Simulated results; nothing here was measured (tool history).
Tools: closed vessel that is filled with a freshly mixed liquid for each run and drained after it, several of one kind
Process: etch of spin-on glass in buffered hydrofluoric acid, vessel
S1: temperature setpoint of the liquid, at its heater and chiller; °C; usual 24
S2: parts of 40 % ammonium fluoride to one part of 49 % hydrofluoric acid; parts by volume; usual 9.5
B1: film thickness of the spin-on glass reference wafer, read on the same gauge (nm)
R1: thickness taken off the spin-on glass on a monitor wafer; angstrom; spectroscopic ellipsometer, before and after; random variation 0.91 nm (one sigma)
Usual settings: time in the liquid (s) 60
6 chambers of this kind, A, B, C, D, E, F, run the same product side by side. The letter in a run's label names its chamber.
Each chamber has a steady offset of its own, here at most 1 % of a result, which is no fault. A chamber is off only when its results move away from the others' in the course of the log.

{"run": "1E", "day": 0.467, "S1": 24, "S2": 9.5, "time in the liquid (s)": 60, "B1": 149.98, "R1": 2127.3}
{"run": "2C", "day": 0.988, "S1": 24, "S2": 9.5, "time in the liquid (s)": 60, "B1": 149.99, "R1": 2136.2}
{"run": "3B", "day": 1.308, "S1": 24, "S2": 9.5, "time in the liquid (s)": 60, "B1": 149.99, "R1": 2136.7}
{"run": "4D", "day": 1.712, "S1": 24, "S2": 9.5, "time in the liquid (s)": 60, "B1": 150.01, "R1": 2134.6}
{"day": 2.2, "done": "chamber C: hydrofluoric acid flow meter replaced"}
{"run": "5F", "day": 2.242, "S1": 24, "S2": 9.5, "time in the liquid (s)": 80, "B1": 150.0, "R1": 2842.6}
{"run": "6A", "day": 2.558, "S1": 24, "S2": 9.5, "time in the liquid (s)": 80, "B1": 149.99, "R1": 2792.9}
{"day": 2.929, "done": "chamber F: thermometer replaced"}
{"run": "7F", "day": 2.967, "S1": 24, "S2": 9.5, "time in the liquid (s)": 80, "B1": 149.99, "R1": 2811.1}
{"run": "8E", "day": 3.504, "S1": 24, "S2": 9.5, "time in the liquid (s)": 80, "B1": 150.02, "R1": 2837.7}
{"run": "9D", "day": 3.912, "S1": 24, "S2": 9.5, "time in the liquid (s)": 80, "B1": 150.0, "R1": 2813.8}
{"run": "10B", "day": 4.267, "S1": 24, "S2": 9.5, "time in the liquid (s)": 80, "B1": 150.03, "R1": 2847.8}
{"run": "11A", "day": 4.779, "S1": 24, "S2": 13.5, "time in the liquid (s)": 70, "B1": 149.98, "R1": 1773.6}
{"day": 4.796, "done": "chamber E: thermometer replaced"}
{"run": "12C", "day": 5.179, "S1": 24, "S2": 13.5, "time in the liquid (s)": 70, "B1": 149.99, "R1": 1779.1}
{"run": "13A", "day": 5.454, "S1": 24, "S2": 13.5, "time in the liquid (s)": 70, "B1": 150.02, "R1": 1793.5}
{"run": "14F", "day": 5.771, "S1": 24, "S2": 13.5, "time in the liquid (s)": 70, "B1": 150.0, "R1": 1786.0}
{"run": "15C", "day": 6.142, "S1": 24, "S2": 13.5, "time in the liquid (s)": 70, "B1": 149.98, "R1": 1776.0}
{"run": "16B", "day": 6.4, "S1": 24, "S2": 13.5, "time in the liquid (s)": 70, "B1": 149.99, "R1": 1798.7}
{"run": "17E", "day": 6.704, "S1": 24, "S2": 9.5, "time in the liquid (s)": 60, "B1": 150.0, "R1": 2123.6}
{"run": "18D", "day": 7.067, "S1": 24, "S2": 9.5, "time in the liquid (s)": 60, "B1": 149.99, "R1": 2126.4}
{"run": "19D", "day": 7.433, "S1": 24, "S2": 9.5, "time in the liquid (s)": 60, "B1": 150.0, "R1": 2124.7}
{"run": "20B", "day": 7.75, "S1": 24, "S2": 9.5, "time in the liquid (s)": 60, "B1": 150.01, "R1": 2124.2}
{"run": "21E", "day": 8.212, "S1": 24, "S2": 9.5, "time in the liquid (s)": 60, "B1": 149.98, "R1": 2135.5}
{"run": "22C", "day": 8.504, "S1": 24, "S2": 9.5, "time in the liquid (s)": 60, "B1": 150.01, "R1": 2123.2}
{"run": "23A", "day": 8.812, "S1": 24, "S2": 9.5, "time in the liquid (s)": 60, "B1": 150.0, "R1": 2115.7}
{"run": "24F", "day": 9.354, "S1": 24, "S2": 9.5, "time in the liquid (s)": 60, "B1": 150.0, "R1": 2130.8}
{"run": "25A", "day": 9.775, "S1": 24, "S2": 9.5, "time in the liquid (s)": 60, "B1": 149.99, "R1": 2119.2}
{"run": "26F", "day": 10.188, "S1": 24, "S2": 9.5, "time in the liquid (s)": 60, "B1": 150.0, "R1": 2135.2}
{"run": "27D", "day": 10.575, "S1": 24, "S2": 9.5, "time in the liquid (s)": 60, "B1": 149.99, "R1": 2123.7}
{"run": "28C", "day": 11.046, "S1": 24, "S2": 9.5, "time in the liquid (s)": 60, "B1": 150.03, "R1": 2133.4}
{"run": "29E", "day": 11.554, "S1": 24, "S2": 9.5, "time in the liquid (s)": 60, "B1": 150.0, "R1": 2136.3}
{"run": "30B", "day": 11.854, "S1": 24, "S2": 9.5, "time in the liquid (s)": 60, "B1": 149.99, "R1": 2137.6}
{"day": 12.362, "done": "chamber B: thermometer replaced"}
{"run": "31D", "day": 12.388, "S1": 24, "S2": 9.5, "time in the liquid (s)": 60, "B1": 150.01, "R1": 2128.4}
{"run": "32E", "day": 12.825, "S1": 26, "S2": 9.5, "time in the liquid (s)": 60, "B1": 149.98, "R1": 2380.2}
{"run": "33C", "day": 13.121, "S1": 26, "S2": 9.5, "time in the liquid (s)": 60, "B1": 149.99, "R1": 2366.6}
{"run": "34F", "day": 13.471, "S1": 26, "S2": 9.5, "time in the liquid (s)": 60, "B1": 150.0, "R1": 2370.4}
{"run": "35A", "day": 13.742, "S1": 26, "S2": 9.5, "time in the liquid (s)": 60, "B1": 149.98, "R1": 2355.4}
{"run": "36B", "day": 14.117, "S1": 26, "S2": 9.5, "time in the liquid (s)": 60, "B1": 150.02, "R1": 2383.1}
{"run": "37A", "day": 14.425, "S1": 26, "S2": 9.5, "time in the liquid (s)": 60, "B1": 150.01, "R1": 2351.9}
{"run": "38E", "day": 14.725, "S1": 24, "S2": 9.5, "time in the liquid (s)": 60, "B1": 150.0, "R1": 2149.2}

Next, every chamber runs the same settings. What will each give?
{"run": "39A", "day": 15.121, "S1": 24, "S2": 7.5, "time in the liquid (s)": 60, "R1": "?"}
{"run": "39B", "day": 15.121, "S1": 24, "S2": 7.5, "time in the liquid (s)": 60, "R1": "?"}
{"run": "39C", "day": 15.121, "S1": 24, "S2": 7.5, "time in the liquid (s)": 60, "R1": "?"}
{"run": "39D", "day": 15.121, "S1": 24, "S2": 7.5, "time in the liquid (s)": 60, "R1": "?"}
{"run": "39E", "day": 15.121, "S1": 24, "S2": 7.5, "time in the liquid (s)": 60, "R1": "?"}
{"run": "39F", "day": 15.121, "S1": 24, "S2": 7.5, "time in the liquid (s)": 60, "R1": "?"}

run=39A R1=2666.7
run=39B R1=2695.4
run=39C R1=2683.4
run=39D R1=2678.7
run=39E R1=2695.6
run=39F R1=2677.4
